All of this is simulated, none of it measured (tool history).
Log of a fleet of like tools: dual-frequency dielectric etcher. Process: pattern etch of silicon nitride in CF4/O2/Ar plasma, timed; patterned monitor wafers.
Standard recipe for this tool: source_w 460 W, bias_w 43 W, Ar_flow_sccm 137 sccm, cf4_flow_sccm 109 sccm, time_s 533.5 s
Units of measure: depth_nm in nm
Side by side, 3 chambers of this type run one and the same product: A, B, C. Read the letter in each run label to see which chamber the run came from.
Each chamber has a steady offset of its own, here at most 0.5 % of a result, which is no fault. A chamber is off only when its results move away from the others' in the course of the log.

run   hour  source_w  bias_w  Ar_flow_sccm  cf4_flow_sccm  time_s  hours since the last wet clean  hours since the last source power generator calibration  hours since the last bias power generator calibration  hours since the last Ar flow controller change  hours since the last CF4 flow controller change  read-back reference wafer on the same gauge, depth_nm  depth_nm
 1A    6.1       460      43           137            109   533.5                           112.4                                                    906.6                                                 3954.8                                          2344.6                                           2850.2                                                  996.1    862.67
 2B   13.5       460      43           137            109   533.5                              88                                                    232.3                                                 2763.8                                          3754.9                                             1120                                                 996.78    864.96
 3C   21.7       460      43           137            109   533.5                           413.8                                                   3284.7                                                 1640.4                                          3572.4                                           1784.7                                                 995.62    861.96
 4C   28.4       460      43           137            109   533.5                           420.5                                                   3291.4                                                 1647.1                                          3579.1                                           1791.4                                                 996.03    866.18
 5A   33.1       460      43           137            109   533.5                           139.4                                                    933.6                                                 3981.8                                          2371.6                                           2877.2                                                 995.57    863.92
 6B   39.1       460      43           137            121     419                           113.6                                                    257.9                                                 2789.4                                          3780.5                                           1145.6                                                 995.73    691.16
 7A   46.7       460      43           137            121     419                             153                                                    947.2                                                 3995.4                                          2385.2                                           2890.8                                                 995.64     689.1
 8B   51.2       460      43           137            121     419                           125.7                                                      270                                                 2801.5                                          3792.6                                           1157.7                                                 996.26    690.27
 9C   60.5       460      43           137            109   533.5                           452.6                                                   3323.5                                                 1679.2                                          3611.2                                           1823.5                                                 996.29    864.28
10A   68.8       460      43           137             91   388.5                           175.1                                                    969.3                                                 4017.5                                          2407.3                                           2912.9                                                 996.11    613.32
11B     74       460      43           137             91   388.5                           148.5                                                    292.8                                                 2824.3                                          3815.4                                           1180.5                                                 995.88    614.78
12C   80.1       460      43           137             91   388.5                           472.2                                                   3343.1                                                 1698.8                                          3630.8                                           1843.1                                                 995.86    614.17
        83  -- chamber A: bias power generator calibrated
13C   85.2       460      43           137            109   533.5                           477.3                                                   3348.2                                                 1703.9                                          3635.9                                           1848.2                                                 995.99    863.72
14B   93.3       460      43           137            109   533.5                           167.8                                                    312.1                                                 2843.6                                          3834.7                                           1199.8                                                 995.69    866.88
15A   99.4       460      43           137            109   533.5                           205.7                                                    999.9                                                   16.5                                          2437.9                                           2943.5                                                 995.85    850.03
16C  104.3       460      43           137            109     422                           496.4                                                   3367.3                                                   1723                                            3655                                           1867.3                                                 995.81    682.45
17B  109.4       460      43           137            109     422                           183.9                                                    328.2                                                 2859.7                                          3850.8                                           1215.9                                                 995.56    685.87
18A  115.7       460      43           137            109     422                             222                                                   1016.2                                                   32.8                                          2454.2                                           2959.8                                                 995.98    672.97
19B  123.5       460      43           115            109   533.5                             198                                                    342.3                                                 2873.8                                          3864.9                                             1230                                                 996.07    887.92
20C  129.8       460      43           115            109   533.5                           521.9                                                   3392.8                                                 1748.5                                          3680.5                                           1892.8                                                 996.39    884.08
21A  138.9       460      43           115            109   533.5                           245.2                                                   1039.4                                                     56                                          2477.4                                             2983                                                 995.72    872.37
22C  145.9       460      43           137            109   533.5                             538                                                   3408.9                                                 1764.6                                          3696.6                                           1908.9                                                 995.65    864.47
23B  150.6       460      43           137            109   533.5                           225.1                                                    369.4                                                 2900.9                                            3892                                           1257.1                                                 996.13    869.06
24A  157.2       460      43           137            109   533.5                           263.5                                                   1057.7                                                   74.3                                          2495.7                                           3001.3                                                 996.52    848.94
25B  163.2       460      43           137            109   533.5                           237.7                                                      382                                                 2913.5                                          3904.6                                           1269.7                                                 995.67    867.29
26A  171.3       460      49           137            135   533.5                           277.6                                                   1071.8                                                   88.4                                          2509.8                                           3015.4                                                 995.66    918.85
     177.6  -- chamber C: bias power generator calibrated
27C  180.2       460      49           137            135   533.5                           572.3                                                   3443.2                                                    2.7                                          3730.9                                           1943.2                                                 996.31    930.19
28B  184.7       460      49           137            135   533.5                           259.2                                                    403.5                                                   2935                                          3926.1                                           1291.2                                                 995.94    939.16
29A  191.5       370      43           137             96   533.5                           297.8                                                     1092                                                  108.6                                            2530                                           3035.6                                                 996.12    694.86
     195.7  -- chamber C: wet clean of the chamber
30C  198.3       370      43           137             96   533.5                             2.6                                                   3461.3                                                   20.8                                            3749                                           1961.3                                                 995.61    703.95
31A  202.7       370      43           137             96   533.5                             309                                                   1103.2                                                  119.8                                          2541.2                                           3046.8                                                 995.93    691.46
32B  212.1       460      43           137            109   533.5                           286.6                                                    430.9                                                 2962.4                                          3953.5                                           1318.6                                                 995.69    867.38
33C    217       460      43           137            109   533.5                            21.3                                                     3480                                                   39.5                                          3767.7                                             1980                                                 996.41    862.68
34B  225.4       460      43           137            109   533.5                           299.9                                                    444.2                                                 2975.7                                          3966.8                                           1331.9                                                 995.93    866.67
35A  233.4       460      43           137             83   533.5                           339.7                                                   1133.9                                                  150.5                                          2571.9                                           3077.5                                                 995.92    819.32
36C  241.8       460      43           137             83   533.5                            46.1                                                   3504.8                                                   64.3                                          3792.5                                           2004.8                                                 995.83    829.63
37B  246.2       460      43           137             83   533.5                           320.7                                                      465                                                 2996.5                                          3987.6                                           1352.7                                                 995.84     835.7
38A  254.1       460      43           168            109   533.5                           360.4                                                   1154.6                                                  171.2                                          2592.6                                           3098.2                                                 995.49    826.79
39C  261.7       460      43           168            109   533.5                              66                                                   3524.7                                                   84.2                                          3812.4                                           2024.7                                                 995.78    839.01

What goes on in this fleet: one chamber off, a drifting gauge, or nothing beyond the chambers' own small offsets? Name the chamber and the cause, if any.

Chamber A came out of a service off from its peers and stayed that way.
Cause: bias power that arrives under what is set, % = 3.71.

Here are 4 candidates for chamber A's next run, each the usual settings with a change, their results left as question marks. Which one brings its results back in line with what the others give on the usual settings?
To be in line, a result may differ from the other chambers' mean on the usual settings by at most: depth_nm 6.9 nm
40A-1  268.4       460      43           106            109   533.5                                                                                                                                                                                                                                                                                                                 ?
40A-2  268.4       450      43           137            109   533.5                                                                                                                                                                                                                                                                                                                 ?
40A-3  268.4       460      43           137            109     517                                                                                                                                                                                                                                                                                                                 ?
40A-4  268.4       470      43           137            109   533.5                                                                                                                                                                                                                                                                                                                 ?

Mean of the other chambers on the usual settings: depth_nm 865.57 nm
  run  depth_nm
40A-1    879.06
40A-2    833.74
40A-3    823.31
40A-4    865.39
40A-4 puts the chamber back in line with the other chambers.
